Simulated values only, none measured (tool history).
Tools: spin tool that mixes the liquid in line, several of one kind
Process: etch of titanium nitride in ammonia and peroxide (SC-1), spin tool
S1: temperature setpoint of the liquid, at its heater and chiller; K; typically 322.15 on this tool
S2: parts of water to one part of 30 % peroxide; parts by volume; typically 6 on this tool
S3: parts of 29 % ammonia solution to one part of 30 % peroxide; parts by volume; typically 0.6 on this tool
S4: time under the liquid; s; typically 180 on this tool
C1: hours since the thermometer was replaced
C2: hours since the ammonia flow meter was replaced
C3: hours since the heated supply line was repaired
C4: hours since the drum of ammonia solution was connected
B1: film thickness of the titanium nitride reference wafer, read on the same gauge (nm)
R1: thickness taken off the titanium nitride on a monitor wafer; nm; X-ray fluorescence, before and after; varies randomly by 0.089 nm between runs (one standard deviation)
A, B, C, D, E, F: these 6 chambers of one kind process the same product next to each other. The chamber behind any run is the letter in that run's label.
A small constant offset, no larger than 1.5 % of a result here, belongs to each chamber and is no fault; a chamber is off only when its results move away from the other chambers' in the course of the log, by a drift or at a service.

{"hour": 1.6, "done": "chamber E: thermometer replaced"}
{"hour": 1.8, "done": "chamber F: heated supply line repaired"}
{"run": "1F", "hour": 6.0, "S1": 322.15, "S2": 6, "S3": 0.6, "S4": 180, "C1": 27.9, "C2": 1105.3, "C3": 4.2, "C4": 297.5, "B1": 109.98, "R1": 13.17}
{"hour": 6.1, "done": "chamber C: thermometer replaced"}
{"run": "2A", "hour": 8.9, "S1": 322.15, "S2": 6, "S3": 0.6, "S4": 180, "C1": 870.6, "C2": 94.3, "C3": 599.5, "C4": 613.1, "B1": 110.0, "R1": 13.164}
{"run": "3D", "hour": 11.8, "S1": 322.15, "S2": 6, "S3": 0.6, "S4": 180, "C1": 1209.2, "C2": 1170.1, "C3": 437.2, "C4": 20.5, "B1": 110.0, "R1": 12.859}
{"run": "4C", "hour": 17.0, "S1": 322.15, "S2": 6, "S3": 0.6, "S4": 180, "C1": 11.0, "C2": 1512.0, "C3": 3253.0, "C4": 491.4, "B1": 110.0, "R1": 13.302}
{"run": "5E", "hour": 20.1, "S1": 322.15, "S2": 6, "S3": 0.6, "S4": 180, "C1": 18.6, "C2": 1622.9, "C3": 625.2, "C4": 508.4, "B1": 109.99, "R1": 13.209}
{"hour": 20.8, "done": "chamber D: ammonia flow meter replaced"}
{"run": "6B", "hour": 22.9, "S1": 322.15, "S2": 6, "S3": 0.6, "S4": 180, "C1": 774.6, "C2": 787.2, "C3": 614.5, "C4": 207.8, "B1": 110.0, "R1": 13.235}
{"run": "7B", "hour": 28.5, "S1": 322.15, "S2": 6, "S3": 0.6, "S4": 180, "C1": 780.2, "C2": 792.8, "C3": 620.1, "C4": 213.4, "B1": 110.0, "R1": 13.245}
{"run": "8E", "hour": 31.4, "S1": 322.15, "S2": 6, "S3": 0.6, "S4": 180, "C1": 29.9, "C2": 1634.2, "C3": 636.5, "C4": 519.7, "B1": 110.0, "R1": 13.305}
{"run": "9D", "hour": 35.0, "S1": 322.15, "S2": 6, "S3": 0.6, "S4": 180, "C1": 1232.4, "C2": 14.2, "C3": 460.4, "C4": 43.7, "B1": 110.01, "R1": 13.02}
{"run": "10A", "hour": 39.1, "S1": 322.15, "S2": 6, "S3": 0.6, "S4": 180, "C1": 900.8, "C2": 124.5, "C3": 629.7, "C4": 643.3, "B1": 109.99, "R1": 13.351}
{"run": "11C", "hour": 45.1, "S1": 322.15, "S2": 6, "S3": 0.6, "S4": 180, "C1": 39.1, "C2": 1540.1, "C3": 3281.1, "C4": 519.5, "B1": 110.0, "R1": 13.268}
{"run": "12F", "hour": 49.5, "S1": 322.15, "S2": 6, "S3": 0.6, "S4": 180, "C1": 71.4, "C2": 1148.8, "C3": 47.7, "C4": 341.0, "B1": 110.0, "R1": 13.067}
{"run": "13C", "hour": 52.9, "S1": 322.15, "S2": 6, "S3": 0.6, "S4": 180, "C1": 46.9, "C2": 1547.9, "C3": 3288.9, "C4": 527.3, "B1": 110.0, "R1": 13.175}
{"run": "14A", "hour": 56.0, "S1": 322.15, "S2": 6, "S3": 0.6, "S4": 180, "C1": 917.7, "C2": 141.4, "C3": 646.6, "C4": 660.2, "B1": 110.02, "R1": 13.635}
{"run": "15E", "hour": 61.1, "S1": 322.15, "S2": 5, "S3": 0.6, "S4": 75, "C1": 59.6, "C2": 1663.9, "C3": 666.2, "C4": 549.4, "B1": 110.0, "R1": 5.9894}
{"run": "16B", "hour": 66.0, "S1": 322.15, "S2": 5, "S3": 0.6, "S4": 75, "C1": 817.7, "C2": 830.3, "C3": 657.6, "C4": 250.9, "B1": 109.99, "R1": 5.9757}
{"run": "17F", "hour": 70.3, "S1": 322.15, "S2": 5, "S3": 0.6, "S4": 75, "C1": 92.2, "C2": 1169.6, "C3": 68.5, "C4": 361.8, "B1": 109.98, "R1": 5.985}
{"run": "18D", "hour": 76.1, "S1": 322.15, "S2": 5, "S3": 0.6, "S4": 75, "C1": 1273.5, "C2": 55.3, "C3": 501.5, "C4": 84.8, "B1": 109.99, "R1": 5.943}
{"run": "19B", "hour": 81.7, "S1": 322.15, "S2": 5, "S3": 0.6, "S4": 75, "C1": 833.4, "C2": 846.0, "C3": 673.3, "C4": 266.6, "B1": 109.98, "R1": 5.9946}
{"run": "20C", "hour": 85.5, "S1": 322.15, "S2": 5, "S3": 0.6, "S4": 75, "C1": 79.5, "C2": 1580.5, "C3": 3321.5, "C4": 559.9, "B1": 110.01, "R1": 5.9471}
{"run": "21A", "hour": 89.9, "S1": 322.15, "S2": 6, "S3": 0.6, "S4": 180, "C1": 951.6, "C2": 175.3, "C3": 680.5, "C4": 694.1, "B1": 110.0, "R1": 13.732}
{"run": "22F", "hour": 95.2, "S1": 322.15, "S2": 6, "S3": 0.6, "S4": 180, "C1": 117.1, "C2": 1194.5, "C3": 93.4, "C4": 386.7, "B1": 109.98, "R1": 13.101}
{"run": "23E", "hour": 100.6, "S1": 322.15, "S2": 6, "S3": 0.6, "S4": 180, "C1": 99.1, "C2": 1703.4, "C3": 705.7, "C4": 588.9, "B1": 110.0, "R1": 13.169}
{"run": "24D", "hour": 104.5, "S1": 322.15, "S2": 6, "S3": 0.6, "S4": 180, "C1": 1301.9, "C2": 83.7, "C3": 529.9, "C4": 113.2, "B1": 110.02, "R1": 13.116}
{"run": "25F", "hour": 108.5, "S1": 322.15, "S2": 6, "S3": 0.6, "S4": 180, "C1": 130.4, "C2": 1207.8, "C3": 106.7, "C4": 400.0, "B1": 110.0, "R1": 13.173}
{"run": "26A", "hour": 112.9, "S1": 322.15, "S2": 6, "S3": 0.6, "S4": 180, "C1": 974.6, "C2": 198.3, "C3": 703.5, "C4": 717.1, "B1": 109.98, "R1": 14.083}
{"run": "27B", "hour": 115.9, "S1": 322.15, "S2": 6, "S3": 0.6, "S4": 180, "C1": 867.6, "C2": 880.2, "C3": 707.5, "C4": 300.8, "B1": 110.01, "R1": 13.232}
{"run": "28D", "hour": 121.1, "S1": 329.15, "S2": 6, "S3": 0.6, "S4": 180, "C1": 1318.5, "C2": 100.3, "C3": 546.5, "C4": 129.8, "B1": 110.01, "R1": 21.366}
{"run": "29C", "hour": 125.1, "S1": 329.15, "S2": 6, "S3": 0.6, "S4": 180, "C1": 119.1, "C2": 1620.1, "C3": 3361.1, "C4": 599.5, "B1": 109.99, "R1": 21.587}
{"run": "30E", "hour": 131.2, "S1": 329.15, "S2": 6, "S3": 0.6, "S4": 180, "C1": 129.7, "C2": 1734.0, "C3": 736.3, "C4": 619.5, "B1": 109.99, "R1": 21.253}
{"run": "31E", "hour": 137.2, "S1": 329.15, "S2": 6, "S3": 0.6, "S4": 180, "C1": 135.7, "C2": 1740.0, "C3": 742.3, "C4": 625.5, "B1": 109.99, "R1": 21.499}
{"run": "32B", "hour": 141.4, "S1": 329.15, "S2": 6, "S3": 0.6, "S4": 180, "C1": 893.1, "C2": 905.7, "C3": 733.0, "C4": 326.3, "B1": 109.99, "R1": 21.694}
{"run": "33F", "hour": 144.4, "S1": 329.15, "S2": 6, "S3": 0.6, "S4": 180, "C1": 166.3, "C2": 1243.7, "C3": 142.6, "C4": 435.9, "B1": 110.01, "R1": 21.369}
{"run": "34D", "hour": 150.3, "S1": 322.15, "S2": 6, "S3": 0.6, "S4": 180, "C1": 1347.7, "C2": 129.5, "C3": 575.7, "C4": 159.0, "B1": 110.0, "R1": 13.192}
{"run": "35C", "hour": 154.3, "S1": 322.15, "S2": 6, "S3": 0.6, "S4": 75, "C1": 148.3, "C2": 1649.3, "C3": 3390.3, "C4": 628.7, "B1": 109.99, "R1": 5.4489}
{"run": "36A", "hour": 159.8, "S1": 322.15, "S2": 6, "S3": 0.6, "S4": 75, "C1": 1021.5, "C2": 245.2, "C3": 750.4, "C4": 764.0, "B1": 110.0, "R1": 6.1138}

Next, every chamber runs the same settings. What will each give?
{"run": "37A", "hour": 164.3, "S1": 322.15, "S2": 6, "S3": 0.6, "S4": 180, "R1": "?"}
{"run": "37B", "hour": 164.3, "S1": 322.15, "S2": 6, "S3": 0.6, "S4": 180, "R1": "?"}
{"run": "37C", "hour": 164.3, "S1": 322.15, "S2": 6, "S3": 0.6, "S4": 180, "R1": "?"}
{"run": "37D", "hour": 164.3, "S1": 322.15, "S2": 6, "S3": 0.6, "S4": 180, "R1": "?"}
{"run": "37E", "hour": 164.3, "S1": 322.15, "S2": 6, "S3": 0.6, "S4": 180, "R1": "?"}
{"run": "37F", "hour": 164.3, "S1": 322.15, "S2": 6, "S3": 0.6, "S4": 180, "R1": "?"}

run=37A R1=14.7090
run=37B R1=13.2130
run=37C R1=13.1510
run=37D R1=13.1030
run=37E R1=13.2010
run=37F R1=13.2130

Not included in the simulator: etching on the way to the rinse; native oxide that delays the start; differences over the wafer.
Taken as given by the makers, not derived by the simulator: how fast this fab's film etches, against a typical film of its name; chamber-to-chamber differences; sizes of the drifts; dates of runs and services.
